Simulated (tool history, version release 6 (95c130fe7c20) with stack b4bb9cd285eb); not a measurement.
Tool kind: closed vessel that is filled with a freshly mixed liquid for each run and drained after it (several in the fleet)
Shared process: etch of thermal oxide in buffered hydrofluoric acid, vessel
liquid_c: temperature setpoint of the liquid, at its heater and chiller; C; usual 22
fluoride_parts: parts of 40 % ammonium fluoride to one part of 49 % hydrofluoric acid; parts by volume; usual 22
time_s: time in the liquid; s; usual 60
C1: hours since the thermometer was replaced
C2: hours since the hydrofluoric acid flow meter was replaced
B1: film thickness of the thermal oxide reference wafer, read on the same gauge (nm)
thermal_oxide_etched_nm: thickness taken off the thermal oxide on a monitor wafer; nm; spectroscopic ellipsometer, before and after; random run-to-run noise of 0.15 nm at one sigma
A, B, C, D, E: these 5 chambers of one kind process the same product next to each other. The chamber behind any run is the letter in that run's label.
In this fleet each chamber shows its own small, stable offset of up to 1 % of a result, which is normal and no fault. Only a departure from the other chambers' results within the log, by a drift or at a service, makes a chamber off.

{"run": "1D", "hour": 3.9, "liquid_c": 22, "fluoride_parts": 22, "time_s": 60, "C1": 772.8, "C2": 179.7, "B1": 80.001, "thermal_oxide_etched_nm": 29.229}
{"run": "2A", "hour": 9.4, "liquid_c": 22, "fluoride_parts": 22, "time_s": 60, "C1": 393.2, "C2": 230.2, "B1": 80.013, "thermal_oxide_etched_nm": 28.933}
{"run": "3C", "hour": 15.7, "liquid_c": 22, "fluoride_parts": 22, "time_s": 60, "C1": 539.3, "C2": 962, "B1": 79.981, "thermal_oxide_etched_nm": 29.081}
{"run": "4B", "hour": 23.6, "liquid_c": 22, "fluoride_parts": 22, "time_s": 60, "C1": 481.6, "C2": 877.3, "B1": 79.982, "thermal_oxide_etched_nm": 28.939}
{"run": "5E", "hour": 28.9, "liquid_c": 22, "fluoride_parts": 22, "time_s": 60, "C1": 803.7, "C2": 1578.5, "B1": 80.024, "thermal_oxide_etched_nm": 29.114}
{"run": "6C", "hour": 35.9, "liquid_c": 22, "fluoride_parts": 22, "time_s": 60, "C1": 559.5, "C2": 982.2, "B1": 80.028, "thermal_oxide_etched_nm": 28.97}
{"run": "7A", "hour": 42.8, "liquid_c": 22, "fluoride_parts": 22, "time_s": 60, "C1": 426.6, "C2": 263.6, "B1": 79.977, "thermal_oxide_etched_nm": 29.296}
{"run": "8E", "hour": 48.9, "liquid_c": 22, "fluoride_parts": 22, "time_s": 60, "C1": 823.7, "C2": 1598.5, "B1": 79.979, "thermal_oxide_etched_nm": 29.274}
{"run": "9B", "hour": 56.0, "liquid_c": 22, "fluoride_parts": 22, "time_s": 60, "C1": 514, "C2": 909.7, "B1": 80.023, "thermal_oxide_etched_nm": 29.249}
{"run": "10D", "hour": 60.3, "liquid_c": 22, "fluoride_parts": 22, "time_s": 60, "C1": 829.2, "C2": 236.1, "B1": 80.001, "thermal_oxide_etched_nm": 28.917}
{"run": "11A", "hour": 65.2, "liquid_c": 22, "fluoride_parts": 22, "time_s": 60, "C1": 449, "C2": 286, "B1": 80.001, "thermal_oxide_etched_nm": 29.253}
{"run": "12D", "hour": 69.2, "liquid_c": 22, "fluoride_parts": 22, "time_s": 60, "C1": 838.1, "C2": 245, "B1": 80.002, "thermal_oxide_etched_nm": 29.293}
{"run": "13E", "hour": 76.3, "liquid_c": 22, "fluoride_parts": 22, "time_s": 60, "C1": 851.1, "C2": 1625.9, "B1": 79.975, "thermal_oxide_etched_nm": 29.215}
{"run": "14C", "hour": 84.3, "liquid_c": 22, "fluoride_parts": 22, "time_s": 60, "C1": 607.9, "C2": 1030.6, "B1": 79.98, "thermal_oxide_etched_nm": 29.064}
{"run": "15B", "hour": 91.8, "liquid_c": 22, "fluoride_parts": 22, "time_s": 60, "C1": 549.8, "C2": 945.5, "B1": 80.01, "thermal_oxide_etched_nm": 29.375}
{"run": "16D", "hour": 97.3, "liquid_c": 22, "fluoride_parts": 22, "time_s": 60, "C1": 866.2, "C2": 273.1, "B1": 79.98, "thermal_oxide_etched_nm": 29.226}
{"run": "17C", "hour": 102.2, "liquid_c": 22, "fluoride_parts": 22, "time_s": 60, "C1": 625.8, "C2": 1048.5, "B1": 79.987, "thermal_oxide_etched_nm": 29.256}
{"run": "18A", "hour": 107.1, "liquid_c": 18, "fluoride_parts": 22, "time_s": 45, "C1": 490.9, "C2": 327.9, "B1": 80.019, "thermal_oxide_etched_nm": 17.392}
{"run": "19B", "hour": 115.6, "liquid_c": 18, "fluoride_parts": 22, "time_s": 45, "C1": 573.6, "C2": 969.3, "B1": 80.024, "thermal_oxide_etched_nm": 17.671}
{"run": "20E", "hour": 124.1, "liquid_c": 18, "fluoride_parts": 22, "time_s": 45, "C1": 898.9, "C2": 1673.7, "B1": 80.016, "thermal_oxide_etched_nm": 17.41}
{"run": "21A", "hour": 130.7, "liquid_c": 18, "fluoride_parts": 22, "time_s": 45, "C1": 514.5, "C2": 351.5, "B1": 79.961, "thermal_oxide_etched_nm": 17.326}
{"run": "22E", "hour": 136.1, "liquid_c": 18, "fluoride_parts": 22, "time_s": 45, "C1": 910.9, "C2": 1685.7, "B1": 80.038, "thermal_oxide_etched_nm": 17.421}
{"run": "23C", "hour": 140.6, "liquid_c": 22, "fluoride_parts": 22, "time_s": 60, "C1": 664.2, "C2": 1086.9, "B1": 80.005, "thermal_oxide_etched_nm": 29.046}
{"run": "24B", "hour": 147.7, "liquid_c": 22, "fluoride_parts": 22, "time_s": 60, "C1": 605.7, "C2": 1001.4, "B1": 79.982, "thermal_oxide_etched_nm": 29.388}
{"run": "25D", "hour": 151.7, "liquid_c": 22, "fluoride_parts": 22, "time_s": 60, "C1": 920.6, "C2": 327.5, "B1": 79.992, "thermal_oxide_etched_nm": 29.008}
{"run": "26B", "hour": 159.2, "liquid_c": 22, "fluoride_parts": 22, "time_s": 60, "C1": 617.2, "C2": 1012.9, "B1": 80.006, "thermal_oxide_etched_nm": 29.139}
{"run": "27A", "hour": 166.4, "liquid_c": 22, "fluoride_parts": 22, "time_s": 45, "C1": 550.2, "C2": 387.2, "B1": 80, "thermal_oxide_etched_nm": 21.778}
{"run": "28E", "hour": 170.4, "liquid_c": 22, "fluoride_parts": 22, "time_s": 45, "C1": 945.2, "C2": 1720, "B1": 80.02, "thermal_oxide_etched_nm": 21.65}
{"run": "29D", "hour": 175.6, "liquid_c": 22, "fluoride_parts": 22, "time_s": 45, "C1": 944.5, "C2": 351.4, "B1": 79.978, "thermal_oxide_etched_nm": 21.977}
{"run": "30C", "hour": 181.1, "liquid_c": 22, "fluoride_parts": 22, "time_s": 45, "C1": 704.7, "C2": 1127.4, "B1": 80.019, "thermal_oxide_etched_nm": 21.953}
{"run": "31C", "hour": 189.1, "liquid_c": 22, "fluoride_parts": 22, "time_s": 45, "C1": 712.7, "C2": 1135.4, "B1": 80.014, "thermal_oxide_etched_nm": 21.814}
{"run": "32D", "hour": 195.4, "liquid_c": 22, "fluoride_parts": 22, "time_s": 60, "C1": 964.3, "C2": 371.2, "B1": 80.013, "thermal_oxide_etched_nm": 29.255}
{"run": "33A", "hour": 203.6, "liquid_c": 22, "fluoride_parts": 22, "time_s": 60, "C1": 587.4, "C2": 424.4, "B1": 79.971, "thermal_oxide_etched_nm": 29.178}
{"run": "34E", "hour": 210.1, "liquid_c": 22, "fluoride_parts": 22, "time_s": 60, "C1": 984.9, "C2": 1759.7, "B1": 79.988, "thermal_oxide_etched_nm": 28.814}
{"run": "35B", "hour": 218.2, "liquid_c": 26, "fluoride_parts": 30, "time_s": 60, "C1": 676.2, "C2": 1071.9, "B1": 79.988, "thermal_oxide_etched_nm": 29.374}
{"hour": 219.8, "done": "chamber B: thermometer replaced"}
{"run": "36A", "hour": 223.1, "liquid_c": 26, "fluoride_parts": 30, "time_s": 60, "C1": 606.9, "C2": 443.9, "B1": 79.989, "thermal_oxide_etched_nm": 29.303}
{"run": "37D", "hour": 231.4, "liquid_c": 26, "fluoride_parts": 30, "time_s": 60, "C1": 1000.3, "C2": 407.2, "B1": 80.015, "thermal_oxide_etched_nm": 29.625}
{"run": "38E", "hour": 235.3, "liquid_c": 26, "fluoride_parts": 30, "time_s": 60, "C1": 1010.1, "C2": 1784.9, "B1": 80, "thermal_oxide_etched_nm": 29.354}
{"run": "39B", "hour": 242.8, "liquid_c": 26, "fluoride_parts": 30, "time_s": 60, "C1": 23.1, "C2": 1096.5, "B1": 79.997, "thermal_oxide_etched_nm": 29.162}

Predict what each chamber gives when all 5 of them run the settings below next.
{"run": "40A", "hour": 249.0, "liquid_c": 19, "fluoride_parts": 22, "time_s": 60, "thermal_oxide_etched_nm": "?"}
{"run": "40B", "hour": 249.0, "liquid_c": 19, "fluoride_parts": 22, "time_s": 60, "thermal_oxide_etched_nm": "?"}
{"run": "40C", "hour": 249.0, "liquid_c": 19, "fluoride_parts": 22, "time_s": 60, "thermal_oxide_etched_nm": "?"}
{"run": "40D", "hour": 249.0, "liquid_c": 19, "fluoride_parts": 22, "time_s": 60, "thermal_oxide_etched_nm": "?"}
{"run": "40E", "hour": 249.0, "liquid_c": 19, "fluoride_parts": 22, "time_s": 60, "thermal_oxide_etched_nm": "?"}

run=40A thermal_oxide_etched_nm=24.506
run=40B thermal_oxide_etched_nm=24.849
run=40C thermal_oxide_etched_nm=24.483
run=40D thermal_oxide_etched_nm=24.553
run=40E thermal_oxide_etched_nm=24.204

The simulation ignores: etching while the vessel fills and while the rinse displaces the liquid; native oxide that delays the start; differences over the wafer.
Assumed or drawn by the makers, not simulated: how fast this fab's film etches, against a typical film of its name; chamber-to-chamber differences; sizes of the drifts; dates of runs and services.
